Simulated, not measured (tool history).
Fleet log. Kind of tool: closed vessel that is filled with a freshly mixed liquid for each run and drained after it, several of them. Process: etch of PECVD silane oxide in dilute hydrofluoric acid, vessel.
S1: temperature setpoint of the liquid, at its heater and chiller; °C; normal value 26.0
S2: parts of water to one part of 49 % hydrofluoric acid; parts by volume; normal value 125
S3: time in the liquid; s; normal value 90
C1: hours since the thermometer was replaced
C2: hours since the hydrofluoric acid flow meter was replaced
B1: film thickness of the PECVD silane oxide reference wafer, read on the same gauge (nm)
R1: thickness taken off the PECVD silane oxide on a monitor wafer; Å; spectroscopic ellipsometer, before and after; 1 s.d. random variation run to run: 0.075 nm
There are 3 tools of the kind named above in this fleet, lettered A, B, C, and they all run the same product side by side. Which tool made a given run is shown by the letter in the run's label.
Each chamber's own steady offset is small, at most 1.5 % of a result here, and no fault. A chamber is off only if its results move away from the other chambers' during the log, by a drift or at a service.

run	hour	S1	S2	S3	C1	C2	B1	R1
1A	6.4	26.0	125	90	413.7	1551.8	120.02	112.97
2C	9.7	26.0	125	90	613.8	211.9	120.01	114.77
3B	15.9	26.0	125	90	198.9	57.7	119.99	112.26
4A	19.8	26.0	125	90	427.1	1565.2	120.03	113.84
5C	25.3	26.0	125	90	629.4	227.5	120.00	114.17
6B	30.8	26.0	125	90	213.8	72.6	119.99	114.78
7B	37.5	26.0	125	90	220.5	79.3	119.99	112.48
8C	41.5	26.0	125	90	645.6	243.7	120.01	113.99
9A	46.6	26.0	125	90	453.9	1592.0	119.97	114.92
10C	50.5	28.5	85	90	654.6	252.7	119.97	194.61
11B	55.5	28.5	85	90	238.5	97.3	120.00	192.81
12A	58.5	28.5	85	90	465.8	1603.9	119.99	196.04
13A	63.1	26.0	125	90	470.4	1608.5	119.99	116.23
14C	67.4	26.0	125	90	671.5	269.6	119.99	114.60
15B	70.3	26.0	125	90	253.3	112.1	120.00	111.55
16A	76.0	26.0	125	90	483.3	1621.4	120.00	119.04
17B	79.0	26.0	125	90	262.0	120.8	120.02	111.80
18C	84.3	26.0	125	90	688.4	286.5	119.98	115.19
19A	90.2	26.0	125	90	497.5	1635.6	120.00	118.20
20C	95.5	26.0	125	90	699.6	297.7	120.03	114.31
21B	98.4	26.0	125	90	281.4	140.2	120.00	112.41
22B	104.0	26.0	125	90	287.0	145.8	119.99	112.27

Is one chamber out of step, is the gauge drifting, or do the chambers differ by no more than their own small offsets? For an off chamber, give its letter and the likeliest cause.

Little by little, chamber A moves away from the other chambers.
Cause: hydrofluoric acid flow above the setpoint (%) = 6.14.
From this log alone, it may not be told apart from: liquid hotter than its thermometer reads (K).

Which of the 4 candidates below, each the usual settings with something changed and its results left as question marks, puts chamber A back in line with what the other chambers give on the usual settings?
In-line tolerance around the mean of the other chambers on the usual settings: R1 2.60 Å
23A-1	108.9	27.5	125	90				?
23A-2	108.9	26.0	125	85				?
23A-3	108.9	26.5	125	90				?
23A-4	108.9	25.5	125	90				?

Other chambers, usual settings, mean: R1 113.95 Å
run	R1
23A-1	128.98
23A-2	115.05
23A-3	124.17
23A-4	119.51
It is 23A-2 that realigns the chamber with its peers.
